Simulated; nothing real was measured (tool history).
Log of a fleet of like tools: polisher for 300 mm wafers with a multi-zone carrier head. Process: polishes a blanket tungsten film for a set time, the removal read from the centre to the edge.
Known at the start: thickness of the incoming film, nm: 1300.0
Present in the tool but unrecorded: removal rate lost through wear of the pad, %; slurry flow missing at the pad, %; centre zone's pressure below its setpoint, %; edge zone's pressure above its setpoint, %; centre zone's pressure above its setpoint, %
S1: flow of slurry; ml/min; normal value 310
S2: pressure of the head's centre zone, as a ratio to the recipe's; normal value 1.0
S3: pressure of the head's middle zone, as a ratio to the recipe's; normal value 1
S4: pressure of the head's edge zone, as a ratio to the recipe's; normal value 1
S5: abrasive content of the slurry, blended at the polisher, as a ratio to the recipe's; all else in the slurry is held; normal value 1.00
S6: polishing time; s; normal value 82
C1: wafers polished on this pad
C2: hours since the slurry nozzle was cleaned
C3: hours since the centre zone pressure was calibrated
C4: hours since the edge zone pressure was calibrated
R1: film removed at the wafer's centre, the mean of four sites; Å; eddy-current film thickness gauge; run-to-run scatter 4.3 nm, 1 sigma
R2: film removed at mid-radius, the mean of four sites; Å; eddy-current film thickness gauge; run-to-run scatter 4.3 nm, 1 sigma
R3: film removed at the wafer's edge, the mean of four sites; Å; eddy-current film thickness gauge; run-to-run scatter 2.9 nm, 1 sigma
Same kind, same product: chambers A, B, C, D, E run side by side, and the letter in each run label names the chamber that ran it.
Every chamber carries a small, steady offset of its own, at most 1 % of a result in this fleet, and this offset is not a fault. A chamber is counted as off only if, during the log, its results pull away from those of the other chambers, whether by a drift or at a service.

At hour 7.6: chamber B: worn pad replaced by a new one.
Run 1D, hour 8.4: usual settings; C1 944; C2 209.4; C3 323.7; C4 35.8. Result: R1 3046.3 Å, R2 3154.6 Å, R3 3149.6 Å.
At hour 8.8: chamber C: worn pad replaced by a new one.
At hour 9.7: chamber E: slurry nozzle cleaned.
Run 2C, hour 14.7: usual settings; C1 59; C2 362.8; C3 231.2; C4 752.9. Result: R1 3069.0 Å, R2 3044.2 Å, R3 3109.1 Å.
At hour 20.2: chamber D: worn pad replaced by a new one.
Run 3B, hour 21.1: usual settings; C1 134; C2 115.1; C3 226.6; C4 126.5. Result: R1 3115.4 Å, R2 3175.2 Å, R3 3129.4 Å.
At hour 23.9: chamber A: worn pad replaced by a new one.
At hour 26.6: chamber E: worn pad replaced by a new one.
Run 4A, hour 27.8: usual settings; C1 39; C2 81.6; C3 610.2; C4 1313.3. Result: R1 3078.0 Å, R2 3086.7 Å, R3 3112.5 Å.
Run 5E, hour 33.4: usual settings; C1 67; C2 23.7; C3 908.8; C4 370.6. Result: R1 3066.1 Å, R2 3102.1 Å, R3 3084.5 Å.
Run 6C, hour 42.9: usual settings; C1 339; C2 391.0; C3 259.4; C4 781.1. Result: R1 3107.4 Å, R2 3074.5 Å, R3 3097.7 Å.
Run 7D, hour 50.4: usual settings; C1 299; C2 251.4; C3 365.7; C4 77.8. Result: R1 3104.2 Å, R2 3093.4 Å, R3 3065.6 Å.
Run 8B, hour 56.0: usual settings; C1 480; C2 150.0; C3 261.5; C4 161.4. Result: R1 3025.2 Å, R2 3078.1 Å, R3 3107.6 Å.
Run 9A, hour 64.9: usual settings; C1 407; C2 118.7; C3 647.3; C4 1350.4. Result: R1 3089.3 Å, R2 3046.6 Å, R3 3113.9 Å.
At hour 66.4: chamber B: worn pad replaced by a new one.
Run 10E, hour 73.9: usual settings; C1 469; C2 64.2; C3 949.3; C4 411.1. Result: R1 3163.2 Å, R2 3116.4 Å, R3 3130.4 Å.
Run 11C, hour 80.1: usual settings; C1 708; C2 428.2; C3 296.6; C4 818.3. Result: R1 3104.5 Å, R2 3067.4 Å, R3 3107.1 Å.
At hour 81.7: chamber C: worn pad replaced by a new one.
Run 12E, hour 89.4: usual settings; C1 623; C2 79.7; C3 964.8; C4 426.6. Result: R1 3081.0 Å, R2 3143.3 Å, R3 3123.5 Å.
Run 13D, hour 96.9: usual settings; C1 761; C2 297.9; C3 412.2; C4 124.3. Result: R1 3116.7 Å, R2 3225.9 Å, R3 3091.7 Å.
At hour 100.7: chamber E: worn pad replaced by a new one.
Run 14B, hour 102.8: usual settings; C1 361; C2 196.8; C3 308.3; C4 208.2. Result: R1 3089.3 Å, R2 3081.4 Å, R3 3110.2 Å.
Run 15A, hour 109.1: usual settings; C1 845; C2 162.9; C3 691.5; C4 1394.6. Result: R1 3073.3 Å, R2 3031.7 Å, R3 3112.1 Å.
Run 16C, hour 114.7: usual settings but S1 415 ml/min, S2 1.1; C1 327; C2 462.8; C3 331.2; C4 852.9. Result: R1 3500.2 Å, R2 3092.2 Å, R3 3162.5 Å.
At hour 117.0: chamber A: worn pad replaced by a new one.
At hour 120.2: chamber B: worn pad replaced by a new one.
Run 17A, hour 121.2: usual settings but S1 415 ml/min, S2 1.1; C1 41; C2 175.0; C3 703.6; C4 1406.7. Result: R1 3514.3 Å, R2 3220.2 Å, R3 3150.6 Å.
Run 18E, hour 129.7: usual settings but S1 415 ml/min, S2 1.1; C1 287; C2 120.0; C3 1005.1; C4 466.9. Result: R1 3570.8 Å, R2 3127.6 Å, R3 3187.5 Å.
Run 19B, hour 139.2: usual settings but S1 415 ml/min, S2 1.1; C1 189; C2 233.2; C3 344.7; C4 244.6. Result: R1 3563.8 Å, R2 3188.6 Å, R3 3130.0 Å.
At hour 142.1: chamber D: centre zone pressure recalibrated.
At hour 144.1: chamber D: worn pad replaced by a new one.
Run 20D, hour 145.1: usual settings but S1 415 ml/min, S2 1.1; C1 10; C2 346.1; C3 3.1; C4 172.5. Result: R1 3518.5 Å, R2 3208.5 Å, R3 3114.4 Å.
At hour 149.3: chamber C: worn pad replaced by a new one.
Run 21E, hour 154.4: usual settings; C1 532; C2 144.7; C3 1029.8; C4 491.6. Result: R1 3108.8 Å, R2 3057.4 Å, R3 3125.5 Å.
Run 22B, hour 163.3: usual settings; C1 428; C2 257.3; C3 368.8; C4 268.7. Result: R1 3066.9 Å, R2 3078.0 Å, R3 3099.2 Å.
At hour 166.2: chamber E: worn pad replaced by a new one.
Run 23D, hour 168.2: usual settings; C1 239; C2 369.2; C3 26.2; C4 195.6. Result: R1 3142.5 Å, R2 3161.6 Å, R3 3119.5 Å.
At hour 175.0: chamber B: worn pad replaced by a new one.
Run 24C, hour 176.9: usual settings; C1 274; C2 525.0; C3 393.4; C4 915.1. Result: R1 3101.0 Å, R2 3090.1 Å, R3 3133.2 Å.
At hour 178.0: chamber C: edge zone pressure recalibrated.
Run 25A, hour 182.3: usual settings; C1 647; C2 236.1; C3 764.7; C4 1467.8. Result: R1 2964.1 Å, R2 3064.7 Å, R3 3123.4 Å.
Run 26C, hour 190.8: usual settings; C1 411; C2 538.9; C3 407.3; C4 12.8. Result: R1 3083.0 Å, R2 3028.8 Å, R3 3100.6 Å.
Run 27D, hour 199.9: usual settings; C1 554; C2 400.9; C3 57.9; C4 227.3. Result: R1 3063.1 Å, R2 3111.5 Å, R3 3046.6 Å.
Run 28B, hour 209.4: usual settings; C1 341; C2 303.4; C3 414.9; C4 314.8. Result: R1 3037.8 Å, R2 3093.2 Å, R3 3101.8 Å.
At hour 213.5: chamber C: worn pad replaced by a new one.
At hour 213.6: chamber A: worn pad replaced by a new one.
Run 29A, hour 214.2: usual settings but S5 1.25; C1 6; C2 268.0; C3 796.6; C4 1499.7. Result: R1 3080.8 Å, R2 3266.3 Å, R3 3262.5 Å.
At hour 215.4: chamber B: slurry nozzle cleaned.
At hour 220.9: chamber E: slurry nozzle cleaned.
Run 30E, hour 223.2: usual settings but S5 1.25; C1 565; C2 2.4; C3 1098.6; C4 560.4. Result: R1 3381.0 Å, R2 3287.4 Å, R3 3262.2 Å.
Run 31D, hour 231.8: usual settings but S5 1.25; C1 870; C2 432.8; C3 89.8; C4 259.2. Result: R1 3298.2 Å, R2 3261.4 Å, R3 3267.3 Å.
At hour 236.7: chamber B: worn pad replaced by a new one.
Run 32C, hour 239.6: usual settings but S5 1.25; C1 259; C2 587.7; C3 456.1; C4 61.6. Result: R1 3350.4 Å, R2 3289.6 Å, R3 3277.4 Å.
At hour 241.0: chamber E: worn pad replaced by a new one.
Run 33A, hour 246.7: usual settings but S5 1.25; C1 328; C2 300.5; C3 829.1; C4 1532.2. Result: R1 3000.5 Å, R2 3219.9 Å, R3 3262.1 Å.
At hour 247.9: chamber D: worn pad replaced by a new one.
Run 34E, hour 253.7: usual settings; C1 126; C2 32.9; C3 1129.1; C4 590.9. Result: R1 3166.6 Å, R2 3110.9 Å, R3 3122.2 Å.
Run 35B, hour 262.5: usual settings; C1 256; C2 47.2; C3 468.0; C4 367.9. Result: R1 3098.9 Å, R2 3057.3 Å, R3 3126.0 Å.
Run 36D, hour 268.3: usual settings; C1 202; C2 469.3; C3 126.3; C4 295.7. Result: R1 3086.5 Å, R2 3111.0 Å, R3 3142.8 Å.
Run 37C, hour 273.2: usual settings; C1 592; C2 621.3; C3 489.7; C4 95.2. Result: R1 3095.4 Å, R2 3053.6 Å, R3 3135.7 Å.

All 5 chambers run these settings next. Forecast each chamber's results:
Run 38A, hour 280.2: usual settings. Result: R1 ?, R2 ?, R3 ?.
Run 38B, hour 280.2: usual settings. Result: R1 ?, R2 ?, R3 ?.
Run 38C, hour 280.2: usual settings. Result: R1 ?, R2 ?, R3 ?.
Run 38D, hour 280.2: usual settings. Result: R1 ?, R2 ?, R3 ?.
Run 38E, hour 280.2: usual settings. Result: R1 ?, R2 ?, R3 ?.

run      R1      R2      R3
38A  2690.9  3087.1  3068.6
38B  3018.1  3097.8  3107.8
38C  3098.4  3066.3  3077.2
38D  3122.2  3132.4  3053.9
38E  3091.7  3096.6  3149.4
